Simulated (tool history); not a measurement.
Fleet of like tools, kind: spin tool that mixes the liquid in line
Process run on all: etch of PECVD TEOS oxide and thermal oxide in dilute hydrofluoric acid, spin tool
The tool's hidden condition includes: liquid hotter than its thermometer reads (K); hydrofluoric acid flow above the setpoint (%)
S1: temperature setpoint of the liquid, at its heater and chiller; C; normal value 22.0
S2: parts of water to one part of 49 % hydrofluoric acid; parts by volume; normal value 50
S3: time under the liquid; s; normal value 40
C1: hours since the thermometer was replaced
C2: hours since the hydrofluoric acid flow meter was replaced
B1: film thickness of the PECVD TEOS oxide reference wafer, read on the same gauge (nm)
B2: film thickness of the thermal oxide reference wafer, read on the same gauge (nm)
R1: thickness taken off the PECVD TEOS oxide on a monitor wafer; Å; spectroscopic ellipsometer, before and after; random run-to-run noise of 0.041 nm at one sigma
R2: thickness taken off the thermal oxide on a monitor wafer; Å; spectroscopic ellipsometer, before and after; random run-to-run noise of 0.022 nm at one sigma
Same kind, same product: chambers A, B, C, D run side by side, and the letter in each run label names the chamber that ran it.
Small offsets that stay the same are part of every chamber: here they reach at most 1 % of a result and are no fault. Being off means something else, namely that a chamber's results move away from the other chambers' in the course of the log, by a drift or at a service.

Run 1A, hour 3.8: usual settings; C1 1517.1; C2 1343.7; B1 130.03; B2 119.99. Result: R1 79.433 Å, R2 36.383 Å.
Run 2C, hour 6.8: usual settings; C1 192.0; C2 854.0; B1 130.00; B2 119.98. Result: R1 78.674 Å, R2 36.416 Å.
Run 3B, hour 11.7: usual settings; C1 511.8; C2 332.4; B1 130.02; B2 120.00. Result: R1 78.725 Å, R2 36.411 Å.
Run 4D, hour 17.0: usual settings; C1 2395.6; C2 995.2; B1 129.98; B2 120.00. Result: R1 78.045 Å, R2 36.372 Å.
Run 5C, hour 19.9: usual settings; C1 205.1; C2 867.1; B1 130.03; B2 119.99. Result: R1 77.709 Å, R2 36.318 Å.
Run 6A, hour 24.9: usual settings; C1 1538.2; C2 1364.8; B1 130.03; B2 120.00. Result: R1 78.083 Å, R2 36.261 Å.
Run 7B, hour 30.2: usual settings; C1 530.3; C2 350.9; B1 130.02; B2 120.02. Result: R1 78.388 Å, R2 36.195 Å.
Run 8D, hour 35.8: usual settings; C1 2414.4; C2 1014.0; B1 129.99; B2 120.00. Result: R1 78.524 Å, R2 36.634 Å.
Run 9C, hour 38.9: usual settings; C1 224.1; C2 886.1; B1 130.04; B2 119.98. Result: R1 77.954 Å, R2 36.242 Å.
Run 10D, hour 43.4: usual settings; C1 2422.0; C2 1021.6; B1 130.04; B2 119.99. Result: R1 78.852 Å, R2 36.545 Å.
Run 11B, hour 46.5: usual settings; C1 546.6; C2 367.2; B1 129.98; B2 120.02. Result: R1 77.573 Å, R2 36.042 Å.
Run 12A, hour 52.4: usual settings; C1 1565.7; C2 1392.3; B1 129.99; B2 120.02. Result: R1 78.459 Å, R2 36.437 Å.
Run 13D, hour 57.0: usual settings; C1 2435.6; C2 1035.2; B1 130.01; B2 119.97. Result: R1 78.139 Å, R2 36.473 Å.
Run 14A, hour 63.0: usual settings but S1 24.5 C, S3 55 s; C1 1576.3; C2 1402.9; B1 130.00; B2 119.98. Result: R1 118.920 Å, R2 55.565 Å.
Run 15B, hour 68.0: usual settings but S1 24.5 C, S3 55 s; C1 568.1; C2 388.7; B1 130.01; B2 120.00. Result: R1 120.330 Å, R2 55.951 Å.
Run 16C, hour 72.1: usual settings but S1 24.5 C, S3 55 s; C1 257.3; C2 919.3; B1 129.95; B2 119.99. Result: R1 119.230 Å, R2 56.076 Å.
Run 17D, hour 77.1: usual settings but S1 24.5 C, S3 55 s; C1 2455.7; C2 1055.3; B1 130.01; B2 119.98. Result: R1 119.680 Å, R2 55.277 Å.
Run 18B, hour 82.9: usual settings but S1 26.0 C, S2 30 parts by volume; C1 583.0; C2 403.6; B1 130.04; B2 120.00. Result: R1 157.160 Å, R2 72.520 Å.
At hour 85.1: chamber C: hydrofluoric acid flow meter replaced.
Run 19C, hour 87.1: usual settings but S1 26.0 C, S2 30 parts by volume; C1 272.3; C2 2.0; B1 129.95; B2 120.00. Result: R1 158.070 Å, R2 73.148 Å.
Run 20A, hour 91.5: usual settings but S1 26.0 C, S2 30 parts by volume; C1 1604.8; C2 1431.4; B1 130.04; B2 120.00. Result: R1 158.010 Å, R2 72.915 Å.
Run 21B, hour 97.5: usual settings but S1 26.0 C, S2 30 parts by volume; C1 597.6; C2 418.2; B1 129.98; B2 119.98. Result: R1 155.920 Å, R2 73.552 Å.
Run 22A, hour 100.8: usual settings; C1 1614.1; C2 1440.7; B1 129.99; B2 119.98. Result: R1 78.874 Å, R2 36.889 Å.
Run 23C, hour 106.9: usual settings; C1 292.1; C2 21.8; B1 129.95; B2 120.01. Result: R1 77.646 Å, R2 36.073 Å.
Run 24D, hour 112.7: usual settings; C1 2491.3; C2 1090.9; B1 130.02; B2 120.00. Result: R1 78.862 Å, R2 36.200 Å.
Run 25D, hour 116.2: usual settings; C1 2494.8; C2 1094.4; B1 129.93; B2 120.01. Result: R1 78.099 Å, R2 36.657 Å.
Run 26B, hour 119.9: usual settings; C1 620.0; C2 440.6; B1 130.04; B2 120.00. Result: R1 77.556 Å, R2 36.350 Å.
Run 27A, hour 125.5: usual settings; C1 1638.8; C2 1465.4; B1 129.97; B2 120.02. Result: R1 78.475 Å, R2 36.440 Å.

Is one chamber out of step, is the gauge drifting, or do the chambers differ by no more than their own small offsets? For an off chamber, give its letter and the likeliest cause.

No chamber is off and the gauge is stable; the differences are just each chamber's small, constant offset.
